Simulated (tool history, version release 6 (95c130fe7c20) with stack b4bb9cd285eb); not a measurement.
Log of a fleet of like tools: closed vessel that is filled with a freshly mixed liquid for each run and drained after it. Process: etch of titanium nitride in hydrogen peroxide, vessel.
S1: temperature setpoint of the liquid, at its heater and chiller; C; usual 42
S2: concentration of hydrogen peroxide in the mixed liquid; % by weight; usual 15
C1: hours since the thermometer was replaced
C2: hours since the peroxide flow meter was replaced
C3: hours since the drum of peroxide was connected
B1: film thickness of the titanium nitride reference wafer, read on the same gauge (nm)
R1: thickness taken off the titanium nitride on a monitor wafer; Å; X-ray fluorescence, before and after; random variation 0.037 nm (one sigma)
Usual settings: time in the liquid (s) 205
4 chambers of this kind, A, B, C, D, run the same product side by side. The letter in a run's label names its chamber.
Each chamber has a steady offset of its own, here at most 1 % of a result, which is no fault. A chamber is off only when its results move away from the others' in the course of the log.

Run 1B, hour 15.5: usual settings; C1 592.2; C2 666.0; C3 516.5; B1 149.99. Result: R1 40.679 Å.
Run 2D, hour 26.4: usual settings; C1 1789.0; C2 1764.4; C3 94.4; B1 149.96. Result: R1 40.734 Å.
Run 3C, hour 39.4: usual settings; C1 1795.8; C2 323.8; C3 716.2; B1 149.99. Result: R1 41.381 Å.
Run 4A, hour 53.2: usual settings; C1 1084.9; C2 381.4; C3 298.2; B1 149.98. Result: R1 40.633 Å.
At hour 60.4: chamber B: peroxide flow meter replaced.
Run 5A, hour 68.9: usual settings; C1 1100.6; C2 397.1; C3 313.9; B1 150.00. Result: R1 41.087 Å.
Run 6C, hour 81.0: usual settings; C1 1837.4; C2 365.4; C3 757.8; B1 150.02. Result: R1 40.620 Å.
Run 7B, hour 89.8: usual settings; C1 666.5; C2 29.5; C3 590.8; B1 150.02. Result: R1 39.757 Å.
Run 8D, hour 103.5: usual settings; C1 1866.1; C2 1841.5; C3 171.5; B1 150.00. Result: R1 40.797 Å.
Run 9B, hour 119.1: usual settings; C1 695.8; C2 58.8; C3 620.1; B1 150.01. Result: R1 40.033 Å.
Run 10C, hour 132.2: usual settings; C1 1888.6; C2 416.6; C3 809.0; B1 149.99. Result: R1 41.465 Å.
Run 11A, hour 142.8: usual settings; C1 1174.5; C2 471.0; C3 387.8; B1 150.02. Result: R1 41.209 Å.
Run 12D, hour 154.1: usual settings; C1 1916.7; C2 1892.1; C3 222.1; B1 149.99. Result: R1 41.123 Å.
Run 13D, hour 166.1: usual settings; C1 1928.7; C2 1904.1; C3 234.1; B1 150.00. Result: R1 41.300 Å.
Run 14A, hour 175.8: usual settings but S2 12 % by weight; C1 1207.5; C2 504.0; C3 420.8; B1 149.99. Result: R1 39.894 Å.
Run 15B, hour 183.5: usual settings but S2 12 % by weight; C1 760.2; C2 123.2; C3 684.5; B1 149.97. Result: R1 38.303 Å.
Run 16C, hour 193.2: usual settings but S2 12 % by weight; C1 1949.6; C2 477.6; C3 870.0; B1 149.99. Result: R1 39.135 Å.
Run 17D, hour 207.3: usual settings but S2 12 % by weight; C1 1969.9; C2 1945.3; C3 275.3; B1 150.00. Result: R1 38.855 Å.
Run 18B, hour 222.6: usual settings; C1 799.3; C2 162.3; C3 723.6; B1 149.98. Result: R1 40.128 Å.
Run 19C, hour 232.7: usual settings; C1 1989.1; C2 517.1; C3 909.5; B1 149.98. Result: R1 41.208 Å.
Run 20A, hour 242.7: usual settings; C1 1274.4; C2 570.9; C3 487.7; B1 150.02. Result: R1 42.763 Å.
Run 21D, hour 250.8: usual settings; C1 2013.4; C2 1988.8; C3 318.8; B1 149.99. Result: R1 41.228 Å.
Run 22A, hour 259.2: usual settings; C1 1290.9; C2 587.4; C3 504.2; B1 149.97. Result: R1 43.216 Å.
Run 23C, hour 268.1: usual settings; C1 2024.5; C2 552.5; C3 944.9; B1 150.01. Result: R1 41.474 Å.
Run 24B, hour 279.4: usual settings but S1 33 C, time in the liquid (s) 155; C1 856.1; C2 219.1; C3 780.4; B1 149.99. Result: R1 15.125 Å.
Run 25A, hour 294.5: usual settings but S1 33 C, time in the liquid (s) 155; C1 1326.2; C2 622.7; C3 539.5; B1 150.02. Result: R1 16.235 Å.
Run 26B, hour 303.6: usual settings but S1 33 C, time in the liquid (s) 155; C1 880.3; C2 243.3; C3 804.6; B1 149.98. Result: R1 14.812 Å.
Run 27D, hour 318.6: usual settings but S1 33 C, time in the liquid (s) 155; C1 2081.2; C2 2056.6; C3 386.6; B1 150.01. Result: R1 15.391 Å.
Run 28C, hour 326.5: usual settings; C1 2082.9; C2 610.9; C3 1003.3; B1 150.00. Result: R1 40.380 Å.
Run 29C, hour 338.1: usual settings; C1 2094.5; C2 622.5; C3 1014.9; B1 150.00. Result: R1 41.401 Å.
Run 30B, hour 348.0: usual settings; C1 924.7; C2 287.7; C3 849.0; B1 150.00. Result: R1 40.851 Å.
Run 31D, hour 360.7: usual settings; C1 2123.3; C2 2098.7; C3 428.7; B1 150.00. Result: R1 40.350 Å.

Is one chamber off against the others, does the gauge drift, or is nothing wrong? If a chamber is off, say which, and what the likeliest cause is.

Chamber A drifts away from the others.
Cause: liquid hotter than its thermometer reads (K) = 1.21.

Here are 4 candidates for chamber A's next run, each the usual settings with a change, their results left as question marks. Which one brings its results back in line with what the others give on the usual settings?
In line means no further than this from the other chambers' mean on the usual settings: R1 1.300 Å
Run 32A-1, hour 372.3: usual settings but time in the liquid (s) 200. Result: R1 ?.
Run 32A-2, hour 372.3: usual settings but S1 42.5 C, time in the liquid (s) 215. Result: R1 ?.
Run 32A-3, hour 372.3: usual settings but time in the liquid (s) 210. Result: R1 ?.
Run 32A-4, hour 372.3: usual settings but S1 41.5 C, time in the liquid (s) 195. Result: R1 ?.

The other chambers' mean on the usual settings: R1 40.806 Å
  run      R1
32A-1  43.842
32A-2  48.937
32A-3  46.034
32A-4  41.163
32A-4 brings the chamber back in line.
